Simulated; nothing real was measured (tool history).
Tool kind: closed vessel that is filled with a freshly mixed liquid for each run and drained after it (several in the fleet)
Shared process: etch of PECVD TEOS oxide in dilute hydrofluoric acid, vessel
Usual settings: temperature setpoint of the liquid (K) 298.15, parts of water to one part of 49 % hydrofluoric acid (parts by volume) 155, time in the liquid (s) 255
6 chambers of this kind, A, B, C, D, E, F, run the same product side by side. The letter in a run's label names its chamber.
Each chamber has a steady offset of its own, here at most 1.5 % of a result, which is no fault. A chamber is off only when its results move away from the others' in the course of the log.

| run | hour | temperature setpoint of the liquid (K) | parts of water to one part of 49 % hydrofluoric acid (parts by volume) | time in the liquid (s) | hours since the thermometer was replaced | hours since the hydrofluoric acid flow meter was replaced | read-back film thickness of the PECVD TEOS oxide reference wafer, read on the same gauge (nm) | thickness taken off the PECVD TEOS oxide on a monitor wafer (Å) |
|---|---|---|---|---|---|---|---|---|
| 1C | 9.8 | 298.15 | 155 | 255 | 173.8 | 710.9 | 129.99 | 135.73 |
| 2F | 19.7 | 298.15 | 155 | 255 | 461.1 | 460 | 130.01 | 136.23 |
| 3D | 27.3 | 298.15 | 155 | 255 | 43.7 | 1573.3 | 130.02 | 135.82 |
| 4B | 37 | 298.15 | 155 | 255 | 382.6 | 1253.1 | 130 | 138.15 |
| 5A | 42.5 | 298.15 | 155 | 255 | 980.5 | 176.6 | 130.01 | 137.65 |
| 6E | 49.7 | 298.15 | 155 | 255 | 101.8 | 695.5 | 129.99 | 135.43 |
| 7A | 57.2 | 298.15 | 155 | 255 | 995.2 | 191.3 | 130.02 | 138.54 |
|  | 66.4 | chamber E: hydrofluoric acid flow meter replaced |
| 8D | 66.5 | 298.15 | 155 | 255 | 82.9 | 1612.5 | 130.06 | 137.62 |
| 9E | 75.6 | 298.15 | 155 | 255 | 127.7 | 9.3 | 130.01 | 137.84 |
| 10C | 83 | 298.15 | 155 | 200 | 247 | 784.1 | 129.98 | 107.25 |
| 11F | 89.5 | 298.15 | 155 | 200 | 530.9 | 529.8 | 129.96 | 106.35 |
| 12B | 96.7 | 298.15 | 155 | 200 | 442.3 | 1312.8 | 130.03 | 108.53 |
| 13A | 103.7 | 298.15 | 155 | 200 | 1041.7 | 237.8 | 129.97 | 108.99 |
| 14D | 110.7 | 298.15 | 155 | 200 | 127.1 | 1656.7 | 130.01 | 106.9 |
| 15F | 117.4 | 298.15 | 155 | 200 | 558.8 | 557.7 | 130.02 | 106.44 |
| 16B | 126.4 | 298.15 | 155 | 255 | 472 | 1342.5 | 129.99 | 136.89 |
| 17E | 134.7 | 298.15 | 155 | 255 | 186.8 | 68.4 | 129.99 | 135.26 |
| 18C | 139.7 | 298.15 | 155 | 255 | 303.7 | 840.8 | 130.01 | 136.13 |
| 19D | 146 | 298.15 | 155 | 255 | 162.4 | 1692 | 129.99 | 138.81 |
| 20E | 153.5 | 298.15 | 155 | 255 | 205.6 | 87.2 | 130 | 134.33 |
| 21A | 160.4 | 298.15 | 155 | 255 | 1098.4 | 294.5 | 130 | 136.73 |
| 22C | 165.6 | 302.65 | 115 | 255 | 329.6 | 866.7 | 129.96 | 228.81 |
| 23F | 173.1 | 302.65 | 115 | 255 | 614.5 | 613.4 | 129.97 | 227.56 |
| 24B | 181.1 | 302.65 | 115 | 255 | 526.7 | 1397.2 | 130.01 | 231.51 |
| 25A | 188 | 302.65 | 115 | 255 | 1126 | 322.1 | 129.96 | 232.05 |
| 26D | 195.8 | 302.65 | 115 | 255 | 212.2 | 1741.8 | 130.01 | 229.57 |
| 27B | 201.1 | 302.65 | 115 | 255 | 546.7 | 1417.2 | 130 | 230.66 |
| 28C | 209.9 | 298.15 | 155 | 355 | 373.9 | 911 | 129.99 | 189.55 |
| 29E | 219.1 | 298.15 | 155 | 355 | 271.2 | 152.8 | 130.03 | 189.19 |
| 30F | 228.4 | 298.15 | 155 | 355 | 669.8 | 668.7 | 130.02 | 183.73 |
|  | 230 | chamber A: thermometer replaced |
| 31C | 237.9 | 298.15 | 155 | 355 | 401.9 | 939 | 129.98 | 190.72 |
| 32F | 247.2 | 298.15 | 155 | 355 | 688.6 | 687.5 | 129.98 | 183.43 |
| 33A | 252.3 | 298.15 | 155 | 355 | 22.3 | 386.4 | 130.03 | 188.82 |
| 34D | 259.8 | 298.15 | 155 | 255 | 276.2 | 1805.8 | 129.96 | 138.15 |
| 35B | 266.7 | 298.15 | 155 | 255 | 612.3 | 1482.8 | 129.97 | 137.94 |
| 36E | 272.7 | 300.65 | 155 | 255 | 324.8 | 206.4 | 129.95 | 152.34 |
| 37E | 280.9 | 300.65 | 155 | 255 | 333 | 214.6 | 129.98 | 150.34 |
| 38A | 288.9 | 300.65 | 155 | 255 | 58.9 | 423 | 130 | 149.86 |
| 39F | 296.8 | 300.65 | 155 | 255 | 738.2 | 737.1 | 129.98 | 143.11 |
| 40C | 303.3 | 300.65 | 155 | 255 | 467.3 | 1004.4 | 130.02 | 149.19 |

All chambers now run identical settings, listed one chamber a line with results as question marks. What results will each chamber show?
| 41A | 310.3 | 298.15 | 155 | 255 |  |  |  | ? |
| 41B | 310.3 | 298.15 | 155 | 255 |  |  |  | ? |
| 41C | 310.3 | 298.15 | 155 | 255 |  |  |  | ? |
| 41D | 310.3 | 298.15 | 155 | 255 |  |  |  | ? |
| 41E | 310.3 | 298.15 | 155 | 255 |  |  |  | ? |
| 41F | 310.3 | 298.15 | 155 | 255 |  |  |  | ? |

| run | thickness taken off the PECVD TEOS oxide on a monitor wafer (Å) |
|---|---|
| 41A | 137.95 |
| 41B | 138.74 |
| 41C | 135.29 |
| 41D | 136.58 |
| 41E | 137.92 |
| 41F | 129.94 |
